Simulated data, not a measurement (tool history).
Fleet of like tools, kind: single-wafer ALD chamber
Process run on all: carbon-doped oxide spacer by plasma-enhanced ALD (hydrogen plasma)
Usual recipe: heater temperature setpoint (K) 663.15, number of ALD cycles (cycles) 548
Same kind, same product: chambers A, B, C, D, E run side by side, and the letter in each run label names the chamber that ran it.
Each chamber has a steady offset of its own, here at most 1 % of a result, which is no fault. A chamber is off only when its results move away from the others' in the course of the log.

| run | day | heater temperature setpoint (K) | number of ALD cycles (cycles) | read-back reference wafer on the same gauge, thickness_nm | mean film thickness on the monitor wafer (angstrom) |
|---|---|---|---|---|---|
| 1C | 0.304 | 663.15 | 548 | 22.501 | 273.76 |
| 2A | 0.767 | 663.15 | 548 | 22.493 | 276.04 |
| 3B | 1.208 | 663.15 | 548 | 22.495 | 274.77 |
| 4D | 1.575 | 663.15 | 548 | 22.497 | 274.51 |
| 5E | 1.933 | 663.15 | 626 | 22.49 | 311.27 |
| 6E | 2.179 | 663.15 | 626 | 22.482 | 311.32 |
| 7D | 2.525 | 663.15 | 626 | 22.481 | 312.76 |
| 8B | 2.929 | 663.15 | 626 | 22.48 | 313.46 |
| 9A | 3.446 | 663.15 | 626 | 22.478 | 314.74 |
| 10C | 3.85 | 663.15 | 548 | 22.472 | 274.35 |
| 11E | 4.321 | 663.15 | 548 | 22.475 | 272.32 |
| 12B | 4.646 | 663.15 | 548 | 22.463 | 274.37 |
| 13D | 4.971 | 663.15 | 548 | 22.463 | 274.43 |
| 14C | 5.3 | 663.15 | 548 | 22.464 | 274.49 |
| 15A | 5.583 | 663.15 | 548 | 22.461 | 275.37 |
| 16D | 5.862 | 663.15 | 548 | 22.456 | 273.78 |
| 17C | 6.375 | 663.15 | 548 | 22.455 | 273.62 |
| 18A | 6.842 | 663.15 | 548 | 22.452 | 275.43 |
| 19B | 7.296 | 663.15 | 548 | 22.454 | 274.65 |
| 20E | 7.683 | 663.15 | 548 | 22.445 | 271.83 |
| 21A | 8.067 | 663.15 | 548 | 22.448 | 274.98 |
| 22B | 8.471 | 663.15 | 548 | 22.439 | 273.99 |
| 23D | 8.75 | 663.15 | 548 | 22.443 | 273.46 |
| 24E | 9.208 | 650.15 | 548 | 22.429 | 271.95 |
| 25C | 9.467 | 650.15 | 548 | 22.434 | 273.21 |
| 26A | 9.696 | 650.15 | 548 | 22.432 | 275.16 |
| 27D | 10.208 | 650.15 | 548 | 22.425 | 273.22 |
| 28E | 10.617 | 650.15 | 548 | 22.427 | 271.68 |
|  | 10.996 | chamber D: thermocouple changed; heater temperature recalibrated |
| 29B | 11.129 | 663.15 | 548 | 22.427 | 273.82 |
| 30C | 11.529 | 663.15 | 548 | 22.419 | 273.36 |
| 31B | 11.808 | 663.15 | 548 | 22.421 | 273.83 |
| 32A | 12.188 | 663.15 | 548 | 22.416 | 275.26 |
| 33E | 12.412 | 655.15 | 447 | 22.413 | 221.46 |
| 34C | 12.675 | 655.15 | 447 | 22.414 | 222.62 |
| 35D | 12.925 | 655.15 | 447 | 22.409 | 222.92 |
| 36D | 13.358 | 655.15 | 447 | 22.404 | 223.16 |

One chamber off, gauge drift, or nothing amiss beyond the chambers' own small offsets? If it is a chamber, which one, and what is the likeliest cause?

The gauge drifts, so all chambers seem to drift together. No chamber is off.
What lies behind it: gauge reads low (%) = 0.417.
